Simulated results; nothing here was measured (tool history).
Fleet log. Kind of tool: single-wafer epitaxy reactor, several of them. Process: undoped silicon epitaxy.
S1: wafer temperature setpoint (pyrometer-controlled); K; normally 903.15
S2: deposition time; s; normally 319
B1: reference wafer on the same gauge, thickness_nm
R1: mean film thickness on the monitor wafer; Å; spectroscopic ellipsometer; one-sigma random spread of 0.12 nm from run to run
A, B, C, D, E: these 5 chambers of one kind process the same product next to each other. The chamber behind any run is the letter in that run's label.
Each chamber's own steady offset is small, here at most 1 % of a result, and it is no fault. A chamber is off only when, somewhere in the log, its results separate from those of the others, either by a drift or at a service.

{"run": "1B", "hour": 5.2, "S1": 903.15, "S2": 319, "B1": 34.495, "R1": 343.16}
{"run": "2A", "hour": 8.1, "S1": 903.15, "S2": 319, "B1": 34.484, "R1": 343.63}
{"run": "3C", "hour": 13.5, "S1": 903.15, "S2": 319, "B1": 34.499, "R1": 340.85}
{"run": "4E", "hour": 18.8, "S1": 903.15, "S2": 319, "B1": 34.514, "R1": 338.8}
{"run": "5D", "hour": 23.3, "S1": 903.15, "S2": 319, "B1": 34.528, "R1": 343.78}
{"run": "6B", "hour": 28.7, "S1": 903.15, "S2": 319, "B1": 34.499, "R1": 342.12}
{"run": "7C", "hour": 33.5, "S1": 903.15, "S2": 319, "B1": 34.495, "R1": 342.37}
{"run": "8A", "hour": 37.6, "S1": 917.15, "S2": 319, "B1": 34.509, "R1": 471.29}
{"run": "9D", "hour": 42.2, "S1": 917.15, "S2": 319, "B1": 34.479, "R1": 469.49}
{"run": "10E", "hour": 46.4, "S1": 917.15, "S2": 319, "B1": 34.519, "R1": 463.41}
{"run": "11E", "hour": 49.9, "S1": 917.15, "S2": 319, "B1": 34.508, "R1": 464.25}
{"run": "12D", "hour": 54.7, "S1": 917.15, "S2": 319, "B1": 34.476, "R1": 468.32}
{"run": "13C", "hour": 60.1, "S1": 903.15, "S2": 319, "B1": 34.511, "R1": 344.79}
{"run": "14A", "hour": 65.0, "S1": 903.15, "S2": 319, "B1": 34.502, "R1": 345.62}
{"run": "15B", "hour": 68.1, "S1": 903.15, "S2": 319, "B1": 34.48, "R1": 341.51}
{"hour": 72.1, "done": "chamber D: pyrometer calibrated"}
{"run": "16E", "hour": 73.2, "S1": 903.15, "S2": 319, "B1": 34.53, "R1": 341.81}
{"run": "17A", "hour": 76.3, "S1": 903.15, "S2": 319, "B1": 34.504, "R1": 344.7}
{"run": "18D", "hour": 80.2, "S1": 903.15, "S2": 319, "B1": 34.493, "R1": 333.24}
{"run": "19C", "hour": 83.2, "S1": 903.15, "S2": 319, "B1": 34.541, "R1": 343.2}
{"run": "20B", "hour": 88.3, "S1": 916.15, "S2": 381, "B1": 34.488, "R1": 543.38}
{"run": "21E", "hour": 92.0, "S1": 916.15, "S2": 381, "B1": 34.523, "R1": 544.13}
{"run": "22A", "hour": 95.8, "S1": 916.15, "S2": 381, "B1": 34.52, "R1": 552.13}
{"run": "23D", "hour": 100.6, "S1": 916.15, "S2": 381, "B1": 34.546, "R1": 530.51}
{"run": "24C", "hour": 103.4, "S1": 916.15, "S2": 381, "B1": 34.502, "R1": 546.75}
{"run": "25B", "hour": 108.7, "S1": 903.15, "S2": 381, "B1": 34.511, "R1": 406.15}
{"run": "26D", "hour": 111.9, "S1": 903.15, "S2": 381, "B1": 34.522, "R1": 394.58}
{"run": "27C", "hour": 117.1, "S1": 903.15, "S2": 381, "B1": 34.508, "R1": 410.08}
{"run": "28B", "hour": 120.6, "S1": 903.15, "S2": 381, "B1": 34.492, "R1": 408.6}
{"run": "29A", "hour": 125.4, "S1": 903.15, "S2": 381, "B1": 34.499, "R1": 410.89}
{"run": "30E", "hour": 129.7, "S1": 903.15, "S2": 319, "B1": 34.516, "R1": 341.13}
{"run": "31B", "hour": 132.5, "S1": 903.15, "S2": 319, "B1": 34.487, "R1": 343.58}
{"run": "32C", "hour": 136.0, "S1": 903.15, "S2": 319, "B1": 34.493, "R1": 344.01}
{"run": "33A", "hour": 140.2, "S1": 903.15, "S2": 319, "B1": 34.498, "R1": 343.21}
{"run": "34D", "hour": 142.7, "S1": 903.15, "S2": 319, "B1": 34.485, "R1": 333.51}
{"run": "35E", "hour": 147.2, "S1": 903.15, "S2": 319, "B1": 34.488, "R1": 339.52}
{"run": "36A", "hour": 152.2, "S1": 903.15, "S2": 319, "B1": 34.475, "R1": 344.93}
{"run": "37B", "hour": 157.2, "S1": 903.15, "S2": 319, "B1": 34.464, "R1": 344.49}
{"run": "38C", "hour": 161.9, "S1": 903.15, "S2": 319, "B1": 34.52, "R1": 343.36}

All 5 chambers run these settings next. Forecast each chamber's results:
{"run": "39A", "hour": 165.9, "S1": 896.15, "S2": 319, "R1": "?"}
{"run": "39B", "hour": 165.9, "S1": 896.15, "S2": 319, "R1": "?"}
{"run": "39C", "hour": 165.9, "S1": 896.15, "S2": 319, "R1": "?"}
{"run": "39D", "hour": 165.9, "S1": 896.15, "S2": 319, "R1": "?"}
{"run": "39E", "hour": 165.9, "S1": 896.15, "S2": 319, "R1": "?"}

run=39A R1=293.38
run=39B R1=290.36
run=39C R1=292.14
run=39D R1=284.83
run=39E R1=290.71
